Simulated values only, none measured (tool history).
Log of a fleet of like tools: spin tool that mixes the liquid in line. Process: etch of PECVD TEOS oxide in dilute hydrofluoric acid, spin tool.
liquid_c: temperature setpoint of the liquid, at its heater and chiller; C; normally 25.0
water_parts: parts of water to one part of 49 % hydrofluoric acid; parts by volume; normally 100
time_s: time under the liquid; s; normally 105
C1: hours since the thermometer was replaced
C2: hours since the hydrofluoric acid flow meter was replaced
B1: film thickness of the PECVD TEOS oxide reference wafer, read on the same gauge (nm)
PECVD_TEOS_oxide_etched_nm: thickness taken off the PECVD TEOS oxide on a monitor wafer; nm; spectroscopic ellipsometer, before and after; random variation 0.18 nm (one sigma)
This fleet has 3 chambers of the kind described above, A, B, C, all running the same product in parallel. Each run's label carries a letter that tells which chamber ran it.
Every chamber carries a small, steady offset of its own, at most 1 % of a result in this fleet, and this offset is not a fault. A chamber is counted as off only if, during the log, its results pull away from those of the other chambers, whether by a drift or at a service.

{"run": "1A", "hour": 7.6, "liquid_c": 25.0, "water_parts": 100, "time_s": 105, "C1": 920.4, "C2": 1111.1, "B1": 40.029, "PECVD_TEOS_oxide_etched_nm": 21.041}
{"run": "2B", "hour": 11.6, "liquid_c": 25.0, "water_parts": 100, "time_s": 105, "C1": 746.2, "C2": 134.5, "B1": 39.973, "PECVD_TEOS_oxide_etched_nm": 21.192}
{"run": "3C", "hour": 17.3, "liquid_c": 25.0, "water_parts": 100, "time_s": 105, "C1": 1438.9, "C2": 412.3, "B1": 39.999, "PECVD_TEOS_oxide_etched_nm": 20.976}
{"run": "4B", "hour": 24.0, "liquid_c": 25.0, "water_parts": 100, "time_s": 105, "C1": 758.6, "C2": 146.9, "B1": 39.983, "PECVD_TEOS_oxide_etched_nm": 21.138}
{"run": "5A", "hour": 31.3, "liquid_c": 25.0, "water_parts": 100, "time_s": 105, "C1": 944.1, "C2": 1134.8, "B1": 40.021, "PECVD_TEOS_oxide_etched_nm": 20.947}
{"run": "6C", "hour": 37.5, "liquid_c": 25.0, "water_parts": 100, "time_s": 105, "C1": 1459.1, "C2": 432.5, "B1": 39.962, "PECVD_TEOS_oxide_etched_nm": 21.278}
{"run": "7B", "hour": 44.9, "liquid_c": 25.0, "water_parts": 100, "time_s": 105, "C1": 779.5, "C2": 167.8, "B1": 40.041, "PECVD_TEOS_oxide_etched_nm": 21.073}
{"run": "8A", "hour": 50.8, "liquid_c": 25.0, "water_parts": 100, "time_s": 105, "C1": 963.6, "C2": 1154.3, "B1": 40.032, "PECVD_TEOS_oxide_etched_nm": 21.157}
{"run": "9C", "hour": 57.3, "liquid_c": 25.0, "water_parts": 100, "time_s": 105, "C1": 1478.9, "C2": 452.3, "B1": 40.012, "PECVD_TEOS_oxide_etched_nm": 21.198}
{"run": "10A", "hour": 64.8, "liquid_c": 25.0, "water_parts": 100, "time_s": 105, "C1": 977.6, "C2": 1168.3, "B1": 39.952, "PECVD_TEOS_oxide_etched_nm": 20.948}
{"run": "11B", "hour": 68.9, "liquid_c": 25.0, "water_parts": 135, "time_s": 165, "C1": 803.5, "C2": 191.8, "B1": 39.999, "PECVD_TEOS_oxide_etched_nm": 23.292}
{"run": "12C", "hour": 75.8, "liquid_c": 25.0, "water_parts": 135, "time_s": 165, "C1": 1497.4, "C2": 470.8, "B1": 39.933, "PECVD_TEOS_oxide_etched_nm": 23.044}
{"run": "13C", "hour": 82.2, "liquid_c": 25.0, "water_parts": 135, "time_s": 165, "C1": 1503.8, "C2": 477.2, "B1": 40.014, "PECVD_TEOS_oxide_etched_nm": 23.072}
{"run": "14B", "hour": 88.7, "liquid_c": 25.0, "water_parts": 100, "time_s": 135, "C1": 823.3, "C2": 211.6, "B1": 40.014, "PECVD_TEOS_oxide_etched_nm": 27.277}
{"run": "15A", "hour": 95.6, "liquid_c": 25.0, "water_parts": 100, "time_s": 135, "C1": 1008.4, "C2": 1199.1, "B1": 39.999, "PECVD_TEOS_oxide_etched_nm": 27.232}
{"run": "16B", "hour": 101.8, "liquid_c": 25.0, "water_parts": 100, "time_s": 135, "C1": 836.4, "C2": 224.7, "B1": 40.002, "PECVD_TEOS_oxide_etched_nm": 27.199}
{"run": "17C", "hour": 108.3, "liquid_c": 25.0, "water_parts": 100, "time_s": 105, "C1": 1529.9, "C2": 503.3, "B1": 40.013, "PECVD_TEOS_oxide_etched_nm": 20.25}
{"run": "18A", "hour": 113.7, "liquid_c": 25.0, "water_parts": 100, "time_s": 105, "C1": 1026.5, "C2": 1217.2, "B1": 40.008, "PECVD_TEOS_oxide_etched_nm": 21.299}
{"run": "19B", "hour": 118.3, "liquid_c": 25.0, "water_parts": 100, "time_s": 105, "C1": 852.9, "C2": 241.2, "B1": 40.006, "PECVD_TEOS_oxide_etched_nm": 21.102}
{"run": "20C", "hour": 125.5, "liquid_c": 25.0, "water_parts": 100, "time_s": 105, "C1": 1547.1, "C2": 520.5, "B1": 39.98, "PECVD_TEOS_oxide_etched_nm": 20.068}
{"run": "21A", "hour": 130.7, "liquid_c": 25.0, "water_parts": 100, "time_s": 105, "C1": 1043.5, "C2": 1234.2, "B1": 40.023, "PECVD_TEOS_oxide_etched_nm": 21.464}
{"run": "22A", "hour": 136.2, "liquid_c": 28.5, "water_parts": 120, "time_s": 105, "C1": 1049.0, "C2": 1239.7, "B1": 39.993, "PECVD_TEOS_oxide_etched_nm": 19.738}
{"run": "23C", "hour": 139.8, "liquid_c": 28.5, "water_parts": 120, "time_s": 105, "C1": 1561.4, "C2": 534.8, "B1": 39.989, "PECVD_TEOS_oxide_etched_nm": 18.088}
{"run": "24B", "hour": 144.3, "liquid_c": 28.5, "water_parts": 120, "time_s": 105, "C1": 878.9, "C2": 267.2, "B1": 40.018, "PECVD_TEOS_oxide_etched_nm": 19.676}
{"run": "25A", "hour": 150.1, "liquid_c": 25.0, "water_parts": 100, "time_s": 105, "C1": 1062.9, "C2": 1253.6, "B1": 40.059, "PECVD_TEOS_oxide_etched_nm": 20.998}

All chambers now run identical settings, listed one chamber a line with results as question marks. What results will each chamber show?
{"run": "26A", "hour": 155.5, "liquid_c": 25.0, "water_parts": 100, "time_s": 155, "PECVD_TEOS_oxide_etched_nm": "?"}
{"run": "26B", "hour": 155.5, "liquid_c": 25.0, "water_parts": 100, "time_s": 155, "PECVD_TEOS_oxide_etched_nm": "?"}
{"run": "26C", "hour": 155.5, "liquid_c": 25.0, "water_parts": 100, "time_s": 155, "PECVD_TEOS_oxide_etched_nm": "?"}

run=26A PECVD_TEOS_oxide_etched_nm=31.106
run=26B PECVD_TEOS_oxide_etched_nm=30.937
run=26C PECVD_TEOS_oxide_etched_nm=28.718
